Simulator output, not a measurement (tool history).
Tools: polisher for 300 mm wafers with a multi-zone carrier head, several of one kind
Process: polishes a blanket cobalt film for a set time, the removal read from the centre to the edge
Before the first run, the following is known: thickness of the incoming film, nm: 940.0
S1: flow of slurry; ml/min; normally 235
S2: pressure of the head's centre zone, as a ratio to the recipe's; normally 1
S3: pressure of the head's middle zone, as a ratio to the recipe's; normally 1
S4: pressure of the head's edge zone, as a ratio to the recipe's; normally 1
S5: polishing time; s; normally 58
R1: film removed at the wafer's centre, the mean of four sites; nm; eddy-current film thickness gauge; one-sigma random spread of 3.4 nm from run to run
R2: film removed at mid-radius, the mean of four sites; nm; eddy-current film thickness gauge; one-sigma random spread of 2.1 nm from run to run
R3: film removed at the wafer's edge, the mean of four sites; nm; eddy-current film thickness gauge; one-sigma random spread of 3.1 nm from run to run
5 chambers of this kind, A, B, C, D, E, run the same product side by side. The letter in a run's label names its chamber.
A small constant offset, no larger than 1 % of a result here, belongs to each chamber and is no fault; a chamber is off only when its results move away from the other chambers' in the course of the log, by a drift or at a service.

{"hour": 1.1, "done": "chamber C: worn pad replaced by a new one"}
{"run": "1E", "hour": 12.2, "S1": 235, "S2": 1, "S3": 1, "S4": 1, "S5": 58, "R1": 262.12, "R2": 271.61, "R3": 265.98}
{"hour": 14.7, "done": "chamber E: worn pad replaced by a new one"}
{"run": "2D", "hour": 20.9, "S1": 235, "S2": 1, "S3": 1, "S4": 1, "S5": 58, "R1": 267.39, "R2": 269.43, "R3": 264.22}
{"run": "3B", "hour": 27.1, "S1": 235, "S2": 1, "S3": 1, "S4": 1, "S5": 58, "R1": 259.52, "R2": 270.98, "R3": 269.9}
{"hour": 32.2, "done": "chamber C: edge zone pressure recalibrated"}
{"run": "4A", "hour": 35.6, "S1": 235, "S2": 1, "S3": 1, "S4": 1, "S5": 58, "R1": 257.98, "R2": 266.31, "R3": 271.29}
{"hour": 37.4, "done": "chamber C: slurry nozzle cleaned"}
{"run": "5C", "hour": 43.1, "S1": 235, "S2": 1, "S3": 1, "S4": 1, "S5": 58, "R1": 264.41, "R2": 269.48, "R3": 267.77}
{"run": "6D", "hour": 51.0, "S1": 235, "S2": 1, "S3": 1, "S4": 1, "S5": 58, "R1": 271.68, "R2": 266.84, "R3": 268.85}
{"hour": 63.6, "done": "chamber A: slurry nozzle cleaned"}
{"run": "7C", "hour": 64.2, "S1": 235, "S2": 1, "S3": 1, "S4": 1.04, "S5": 58, "R1": 268.84, "R2": 267.91, "R3": 269.95}
{"hour": 68.5, "done": "chamber D: worn pad replaced by a new one"}
{"run": "8A", "hour": 76.6, "S1": 235, "S2": 1, "S3": 1, "S4": 1.04, "S5": 58, "R1": 263.36, "R2": 270.47, "R3": 282.7}
{"hour": 79.4, "done": "chamber A: edge zone pressure recalibrated"}
{"run": "9B", "hour": 85.6, "S1": 235, "S2": 1, "S3": 1, "S4": 1.04, "S5": 58, "R1": 262.99, "R2": 270.51, "R3": 269.15}
{"hour": 89.1, "done": "chamber B: worn pad replaced by a new one"}
{"run": "10E", "hour": 94.4, "S1": 235, "S2": 1, "S3": 1, "S4": 1.04, "S5": 58, "R1": 263.57, "R2": 270.22, "R3": 274.14}
{"hour": 96.8, "done": "chamber A: worn pad replaced by a new one"}
{"hour": 103.5, "done": "chamber E: worn pad replaced by a new one"}
{"run": "11C", "hour": 103.6, "S1": 235, "S2": 1, "S3": 1, "S4": 1.04, "S5": 58, "R1": 266.6, "R2": 262.72, "R3": 266.19}
{"hour": 112.3, "done": "chamber C: worn pad replaced by a new one"}
{"run": "12A", "hour": 114.8, "S1": 235, "S2": 1, "S3": 1, "S4": 1, "S5": 58, "R1": 267.06, "R2": 264.84, "R3": 270.27}
{"run": "13D", "hour": 128.5, "S1": 235, "S2": 1, "S3": 1, "S4": 1, "S5": 67, "R1": 316.39, "R2": 309.9, "R3": 310.05}
{"hour": 131.4, "done": "chamber D: edge zone pressure recalibrated"}
{"hour": 131.5, "done": "chamber E: edge zone pressure recalibrated"}
{"run": "14B", "hour": 138.1, "S1": 235, "S2": 1, "S3": 1, "S4": 1, "S5": 67, "R1": 300.69, "R2": 310.03, "R3": 305.99}
{"hour": 144.2, "done": "chamber E: centre zone pressure recalibrated"}
{"run": "15E", "hour": 147.8, "S1": 235, "S2": 1, "S3": 1, "S4": 1, "S5": 67, "R1": 308.95, "R2": 311.56, "R3": 310.07}
{"run": "16D", "hour": 157.7, "S1": 235, "S2": 1, "S3": 1, "S4": 1, "S5": 67, "R1": 308.24, "R2": 312.17, "R3": 310.62}
{"hour": 163.2, "done": "chamber D: worn pad replaced by a new one"}
{"run": "17C", "hour": 169.6, "S1": 235, "S2": 1, "S3": 1, "S4": 1, "S5": 67, "R1": 309.59, "R2": 304.66, "R3": 308.41}
{"run": "18A", "hour": 176.4, "S1": 235, "S2": 1.08, "S3": 1, "S4": 0.92, "S5": 58, "R1": 292.81, "R2": 267.06, "R3": 263.57}
{"hour": 180.4, "done": "chamber A: centre zone pressure recalibrated"}
{"run": "19B", "hour": 186.9, "S1": 235, "S2": 1.08, "S3": 1, "S4": 0.92, "S5": 58, "R1": 282.9, "R2": 272.27, "R3": 257.59}
{"hour": 188.7, "done": "chamber B: worn pad replaced by a new one"}
{"hour": 195.2, "done": "chamber E: worn pad replaced by a new one"}
{"hour": 196.5, "done": "chamber A: worn pad replaced by a new one"}
{"run": "20E", "hour": 198.3, "S1": 235, "S2": 1.08, "S3": 1, "S4": 0.92, "S5": 58, "R1": 285.15, "R2": 272.83, "R3": 250.75}
{"run": "21E", "hour": 206.0, "S1": 235, "S2": 1.08, "S3": 1, "S4": 0.92, "S5": 58, "R1": 295.94, "R2": 273.72, "R3": 256.76}
{"run": "22C", "hour": 212.8, "S1": 235, "S2": 1.08, "S3": 1, "S4": 0.92, "S5": 58, "R1": 285.58, "R2": 263.83, "R3": 256.28}
{"run": "23A", "hour": 222.8, "S1": 235, "S2": 1, "S3": 1, "S4": 1, "S5": 58, "R1": 263.93, "R2": 263.59, "R3": 273.46}
{"hour": 224.3, "done": "chamber C: worn pad replaced by a new one"}
{"run": "24B", "hour": 233.2, "S1": 235, "S2": 1, "S3": 1, "S4": 1, "S5": 58, "R1": 261.29, "R2": 270.11, "R3": 269.21}
{"run": "25D", "hour": 239.5, "S1": 235, "S2": 1, "S3": 1, "S4": 1, "S5": 58, "R1": 271.9, "R2": 268.69, "R3": 270.71}
{"hour": 245.8, "done": "chamber D: worn pad replaced by a new one"}
{"run": "26A", "hour": 247.8, "S1": 235, "S2": 1, "S3": 1, "S4": 1, "S5": 58, "R1": 266.04, "R2": 264.7, "R3": 273.3}
{"run": "27E", "hour": 254.4, "S1": 235, "S2": 1, "S3": 1, "S4": 1, "S5": 58, "R1": 268.65, "R2": 266.44, "R3": 267.59}
{"run": "28C", "hour": 263.3, "S1": 235, "S2": 1, "S3": 1, "S4": 1, "S5": 58, "R1": 266.95, "R2": 265.4, "R3": 271.77}
{"hour": 264.5, "done": "chamber B: worn pad replaced by a new one"}
{"run": "29B", "hour": 276.7, "S1": 235, "S2": 1, "S3": 1, "S4": 1, "S5": 58, "R1": 267.42, "R2": 270.74, "R3": 270.16}
{"run": "30D", "hour": 282.7, "S1": 235, "S2": 1, "S3": 1, "S4": 1, "S5": 58, "R1": 273.37, "R2": 267.49, "R3": 265.74}
{"hour": 284.6, "done": "chamber E: worn pad replaced by a new one"}
{"hour": 291.4, "done": "chamber A: worn pad replaced by a new one"}
{"run": "31A", "hour": 293.2, "S1": 235, "S2": 1, "S3": 1, "S4": 1, "S5": 58, "R1": 265.73, "R2": 262.37, "R3": 265.37}
{"run": "32E", "hour": 300.0, "S1": 235, "S2": 1, "S3": 1, "S4": 1, "S5": 58, "R1": 267.46, "R2": 271.69, "R3": 267.15}
{"hour": 301.6, "done": "chamber C: slurry nozzle cleaned"}
{"hour": 308.4, "done": "chamber D: slurry nozzle cleaned"}
{"run": "33B", "hour": 310.6, "S1": 235, "S2": 1, "S3": 1, "S4": 1, "S5": 58, "R1": 268.13, "R2": 272.3, "R3": 271.67}
{"hour": 317.4, "done": "chamber D: worn pad replaced by a new one"}
{"run": "34D", "hour": 320.3, "S1": 235, "S2": 1, "S3": 1, "S4": 1, "S5": 58, "R1": 266.06, "R2": 269.94, "R3": 270.32}
{"hour": 330.5, "done": "chamber B: slurry nozzle cleaned"}
{"run": "35C", "hour": 333.3, "S1": 235, "S2": 1, "S3": 1, "S4": 0.92, "S5": 74, "R1": 337.54, "R2": 337.93, "R3": 327.98}
{"run": "36A", "hour": 345.5, "S1": 235, "S2": 1, "S3": 1, "S4": 0.92, "S5": 74, "R1": 341.76, "R2": 340.92, "R3": 329.17}
{"hour": 348.5, "done": "chamber C: worn pad replaced by a new one"}
{"run": "37D", "hour": 354.3, "S1": 235, "S2": 1, "S3": 1, "S4": 0.92, "S5": 74, "R1": 339.9, "R2": 341.51, "R3": 323.39}
{"hour": 354.8, "done": "chamber E: slurry nozzle cleaned"}
{"hour": 362.3, "done": "chamber D: centre zone pressure recalibrated"}
{"hour": 363.0, "done": "chamber B: worn pad replaced by a new one"}
{"run": "38C", "hour": 367.9, "S1": 235, "S2": 1, "S3": 1, "S4": 0.92, "S5": 74, "R1": 338.67, "R2": 345.01, "R3": 324.37}
{"run": "39B", "hour": 378.0, "S1": 235, "S2": 1, "S3": 1, "S4": 0.92, "S5": 74, "R1": 337.53, "R2": 341.99, "R3": 318.64}
{"hour": 378.7, "done": "chamber E: worn pad replaced by a new one"}
{"run": "40E", "hour": 391.3, "S1": 235, "S2": 1, "S3": 1, "S4": 1, "S5": 58, "R1": 263.34, "R2": 270.68, "R3": 270.25}
{"hour": 392.1, "done": "chamber D: worn pad replaced by a new one"}
{"hour": 399.1, "done": "chamber B: edge zone pressure recalibrated"}
{"run": "41B", "hour": 400.7, "S1": 235, "S2": 1, "S3": 1, "S4": 1, "S5": 58, "R1": 263.76, "R2": 270.17, "R3": 269.02}
{"run": "42D", "hour": 411.5, "S1": 235, "S2": 1, "S3": 1, "S4": 1, "S5": 58, "R1": 265, "R2": 268.22, "R3": 266.02}

Next, all 5 chambers run the settings below, one line each with question marks for the results. What does each chamber give?
{"run": "43A", "hour": 421.3, "S1": 235, "S2": 1, "S3": 1, "S4": 1, "S5": 58, "R1": "?", "R2": "?", "R3": "?"}
{"run": "43B", "hour": 421.3, "S1": 235, "S2": 1, "S3": 1, "S4": 1, "S5": 58, "R1": "?", "R2": "?", "R3": "?"}
{"run": "43C", "hour": 421.3, "S1": 235, "S2": 1, "S3": 1, "S4": 1, "S5": 58, "R1": "?", "R2": "?", "R3": "?"}
{"run": "43D", "hour": 421.3, "S1": 235, "S2": 1, "S3": 1, "S4": 1, "S5": 58, "R1": "?", "R2": "?", "R3": "?"}
{"run": "43E", "hour": 421.3, "S1": 235, "S2": 1, "S3": 1, "S4": 1, "S5": 58, "R1": "?", "R2": "?", "R3": "?"}

run=43A R1=259.21 R2=260.73 R3=273.24
run=43B R1=258.95 R2=267.6 R3=264.45
run=43C R1=265.4 R2=266.31 R3=265.38
run=43D R1=270.95 R2=269.72 R3=270.08
run=43E R1=267.73 R2=271.07 R3=271.34

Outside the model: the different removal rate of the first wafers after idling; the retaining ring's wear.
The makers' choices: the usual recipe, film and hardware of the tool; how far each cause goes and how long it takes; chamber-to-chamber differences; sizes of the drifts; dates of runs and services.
